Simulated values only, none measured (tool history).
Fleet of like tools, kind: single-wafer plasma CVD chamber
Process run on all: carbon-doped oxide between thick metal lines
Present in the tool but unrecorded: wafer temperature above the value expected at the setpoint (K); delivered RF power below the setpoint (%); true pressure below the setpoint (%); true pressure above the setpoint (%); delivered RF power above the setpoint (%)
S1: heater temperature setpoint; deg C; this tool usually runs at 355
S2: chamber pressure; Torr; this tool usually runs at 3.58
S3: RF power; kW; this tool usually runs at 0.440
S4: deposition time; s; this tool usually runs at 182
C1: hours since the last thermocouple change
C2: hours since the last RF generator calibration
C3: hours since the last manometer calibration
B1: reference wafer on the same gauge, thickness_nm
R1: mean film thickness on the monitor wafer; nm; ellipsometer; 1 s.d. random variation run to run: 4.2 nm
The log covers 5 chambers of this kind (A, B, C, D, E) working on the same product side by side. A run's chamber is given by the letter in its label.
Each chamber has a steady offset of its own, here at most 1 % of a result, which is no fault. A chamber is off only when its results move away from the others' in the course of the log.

run     day   S1    S2     S3   S4      C1      C2      C3      B1      R1
 1C   0.488  355  3.58  0.440  182   870.8   109.9  1127.1  697.14  799.45
 2B   0.946  355  3.58  0.440  182  1396.3  1678.1   958.8  697.92  796.52
 3E   1.371  355  3.58  0.440  182  2075.9   185.0  1520.1  698.03  789.63
 4D   1.888  355  3.58  0.440  182  1858.3   106.1  1437.6  697.74  786.79
 5A   2.300  355  3.58  0.440  182  2090.4   219.7   376.3  697.13  794.54
 6E   2.696  361  3.31  0.440  182  2107.7   216.8  1551.9  697.48  783.12
 7B   2.967  361  3.31  0.440  182  1444.8  1726.6  1007.3  697.98  782.58
 8A   3.342  361  3.31  0.440  182  2115.4   244.7   401.3  698.04  769.16
 9C   3.846  361  3.31  0.440  182   951.4   190.5  1207.7  698.13  777.53
      3.958  -- chamber C: thermocouple changed; heater temperature recalibrated
10D   4.188  361  3.31  0.440  182  1913.5   161.3  1492.8  698.08  774.42
11E   4.704  355  3.58  0.520  146  2155.9   265.0  1600.1  697.53  708.57
      5.000  -- chamber B: thermocouple changed; heater temperature recalibrated
12C   5.238  355  3.58  0.520  146    30.7   223.9  1241.1  697.27  709.93
13B   5.800  355  3.58  0.520  146    19.2  1794.6  1075.3  697.74  715.44
14A   6.358  355  3.58  0.520  146  2187.8   317.1   473.7  697.75  704.23
15D   6.625  355  3.58  0.520  146  1972.0   219.8  1551.3  698.28  715.11
16C   6.929  355  3.58  0.515  182    71.3   264.5  1281.7  698.64  877.26
17A   7.408  355  3.58  0.515  182  2213.0   342.3   498.9  699.30  867.37
18B   7.896  355  3.58  0.515  182    69.5  1844.9  1125.6  698.39  879.26
19E   8.408  355  3.58  0.515  182  2244.8   353.9  1689.0  697.89  870.23
20D   8.654  355  3.58  0.515  182  2020.7   268.5  1600.0  698.16  876.45
21B   9.042  355  3.58  0.440  182    97.0  1872.4  1153.1  697.54  796.10
22D   9.367  355  3.58  0.440  182  2037.8   285.6  1617.1  697.61  798.15
23A   9.696  355  3.58  0.440  182  2267.9   397.2   553.8  697.56  783.96
      9.933  -- chamber D: capacitance manometer re-zeroed and calibrated
24C  10.217  355  3.58  0.440  182   150.2   343.4  1360.6  698.77  797.99
25E  10.592  355  3.58  0.440  182  2297.2   406.3  1741.4  698.39  796.52
26B  10.971  350  3.58  0.440  170   143.3  1918.7  1199.4  697.16  754.47
27E  11.392  350  3.58  0.440  170  2316.4   425.5  1760.6  697.77  755.27
28C  11.746  350  3.58  0.440  170   186.9   380.1  1397.3  696.95  760.86
29D  12.171  350  3.58  0.440  170  2105.1   352.9    53.8  697.47  753.84
30A  12.729  350  3.58  0.440  170  2340.7   470.0   626.6  698.02  731.17
31B  13.288  355  3.58  0.370  158   198.9  1974.3  1255.0  697.88  609.38
32A  13.675  355  3.58  0.370  158  2363.4   492.7   649.3  697.33  594.49
33E  14.108  355  3.58  0.370  158  2381.6   490.7  1825.8  697.86  608.40
34C  14.525  355  3.58  0.370  158   253.6   446.8  1464.0  698.26  610.57
35D  15.054  355  3.58  0.370  158  2174.3   422.1   123.0  698.26  609.18
36C  15.558  355  3.58  0.440  182   278.4   471.6  1488.8  696.91  797.22
37E  16.021  355  3.58  0.440  182  2427.5   536.6  1871.7  698.12  795.58
38B  16.396  355  3.58  0.440  182   273.5  2048.9  1329.6  698.03  792.91
39A  16.954  355  3.58  0.440  182  2442.1   571.4   728.0  697.94  777.17
     17.179  -- chamber E: thermocouple changed; heater temperature recalibrated
40D  17.488  355  3.58  0.440  182  2232.7   480.5   181.4  697.16  794.68
41A  17.888  355  3.58  0.440  182  2464.5   593.8   750.4  697.95  762.08
42E  18.158  355  3.58  0.440  182    23.5   587.9  1923.0  698.08  795.93
43C  18.579  348  3.58  0.370  182   350.9   544.1  1561.3  698.88  710.98
44D  18.946  348  3.58  0.370  182  2267.7   515.5   216.4  697.52  713.73

Read the log: is a single chamber off, either drifting away or since a service, is the gauge that measures every chamber drifting, or is nothing wrong beyond small per-chamber offsets? Name any odd chamber and what most likely caused it.

Chamber A drifts away from the others.
Most likely cause: delivered RF power below the setpoint (%) = 4.22.

Below are 4 candidate recipes for chamber A's next run, each the usual settings with a change, their results shown as question marks. Which of them brings A's results back in line with what the other chambers give on the usual settings?
Counts as in line when no further than this from what the other chambers average on the usual settings: R1 15.00 nm
45A-1  19.350  354  3.63  0.460  182                   ?
45A-2  19.350  355  3.58  0.395  182                   ?
45A-3  19.350  355  3.56  0.430  178                   ?
45A-4  19.350  354  3.61  0.455  190                   ?

On the usual settings, the other chambers give on average: R1 795.09 nm
  run      R1
45A-1  793.17
45A-2  705.96
45A-3  734.75
45A-4  820.76
45A-1 is the one that brings the chamber's results back in line with the other chambers.
